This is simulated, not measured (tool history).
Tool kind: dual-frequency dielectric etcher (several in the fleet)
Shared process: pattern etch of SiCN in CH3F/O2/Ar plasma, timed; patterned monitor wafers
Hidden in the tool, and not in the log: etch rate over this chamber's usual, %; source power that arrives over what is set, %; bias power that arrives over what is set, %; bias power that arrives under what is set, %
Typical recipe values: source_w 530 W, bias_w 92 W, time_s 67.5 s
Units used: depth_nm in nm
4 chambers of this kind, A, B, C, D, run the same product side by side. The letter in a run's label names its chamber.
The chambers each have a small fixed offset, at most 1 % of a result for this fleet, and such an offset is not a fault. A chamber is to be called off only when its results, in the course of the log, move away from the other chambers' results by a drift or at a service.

run,hour,source_w,bias_w,time_s,hours since the last wet clean,hours since the last source power generator calibration,hours since the last bias power generator calibration,"read-back reference wafer on the same gauge, depth_nm",depth_nm
1A,5.3,530,92,67.5,169.8,3048.2,758.1,30.415,30.56
2C,8.8,530,92,67.5,482.3,1621.4,25.7,30.404,30.608
3B,13.3,530,92,67.5,118.4,2014.3,941.2,30.396,31.042
4D,17.2,530,92,67.5,43.3,1014.7,139.4,30.422,30.211
5B,19.8,530,92,67.5,124.9,2020.8,947.7,30.378,30.813
6C,23.9,530,92,67.5,497.4,1636.5,40.8,30.409,30.554
7D,26.6,530,92,67.5,52.7,1024.1,148.8,30.406,30.535
8A,29.9,530,92,67.5,194.4,3072.8,782.7,30.396,30.484
9D,34.1,530,92,67.5,60.2,1031.6,156.3,30.383,30.521
10C,37,530,92,67.5,510.5,1649.6,53.9,30.426,30.292
11B,40.6,410,111,67.5,145.7,2041.6,968.5,30.383,30.176
12A,43.9,410,111,67.5,208.4,3086.8,796.7,30.404,29.884
13D,47.7,410,111,67.5,73.8,1045.2,169.9,30.382,29.757
14C,51.6,410,111,67.5,525.1,1664.2,68.5,30.4,29.609
15B,55.3,530,92,67.5,160.4,2056.3,983.2,30.393,30.909
16A,60,530,92,67.5,224.5,3102.9,812.8,30.419,30.68
17D,63.4,530,92,67.5,89.5,1060.9,185.6,30.379,30.588
# hour 64.1: chamber C: wet clean of the chamber
18A,67.9,530,92,67.5,232.4,3110.8,820.7,30.375,30.62
19B,72.4,530,92,67.5,177.5,2073.4,1000.3,30.397,30.689
20C,75.4,530,92,67.5,11.3,1688,92.3,30.409,31.604
21C,78.7,530,92,67.5,14.6,1691.3,95.6,30.393,31.517
22D,82.1,530,92,67.5,108.2,1079.6,204.3,30.4,30.324
23B,85.9,530,113,79,191,2086.9,1013.8,30.404,38.897
24A,90.7,530,113,79,255.2,3133.6,843.5,30.398,38.672
25C,94.7,530,113,79,30.6,1707.3,111.6,30.361,40.127
26A,98,530,113,79,262.5,3140.9,850.8,30.439,38.458
27B,102.2,530,102,55.5,207.3,2103.2,1030.1,30.386,26.302
28D,104.8,530,102,55.5,130.9,1102.3,227,30.408,26.089
29B,107.5,530,102,55.5,212.6,2108.5,1035.4,30.405,26.282
30A,112.1,530,102,55.5,276.6,3155,864.9,30.412,26.205
31C,117.2,530,108,61.5,53.1,1729.8,134.1,30.441,30.702
32D,120.6,530,108,61.5,146.7,1118.1,242.8,30.396,29.31
33B,124.9,530,108,61.5,230,2125.9,1052.8,30.417,29.79
34D,129.9,530,108,61.5,156,1127.4,252.1,30.402,29.434

Read the log: is a single chamber off, either drifting away or since a service, is the gauge that measures every chamber drifting, or is nothing wrong beyond small per-chamber offsets? Name any odd chamber and what most likely caused it.

A service on chamber C put it out of line with the rest.
Cause: etch rate over this chamber's usual, % = 3.93.

Chamber C could run next with any of the 4 candidate recipes listed below; each alters the usual settings, and their results appear as question marks. Which one brings its results back in line with what the other chambers deliver on the usual settings?
Counts as in line when no further than this from what the other chambers average on the usual settings: depth_nm 0.45 nm
35C-1,133.9,530,108,67.5,,,,,?
35C-2,133.9,450,92,67.5,,,,,?
35C-3,133.9,530,91,65.5,,,,,?
35C-4,133.9,530,92,70,,,,,?

The mean the other chambers reach with the usual settings: depth_nm 30.648 nm
run,depth_nm
35C-1,33.555
35C-2,29.782
35C-3,30.569
35C-4,32.799
The answer is 35C-3, which returns the chamber to within the allowed miss of the others.

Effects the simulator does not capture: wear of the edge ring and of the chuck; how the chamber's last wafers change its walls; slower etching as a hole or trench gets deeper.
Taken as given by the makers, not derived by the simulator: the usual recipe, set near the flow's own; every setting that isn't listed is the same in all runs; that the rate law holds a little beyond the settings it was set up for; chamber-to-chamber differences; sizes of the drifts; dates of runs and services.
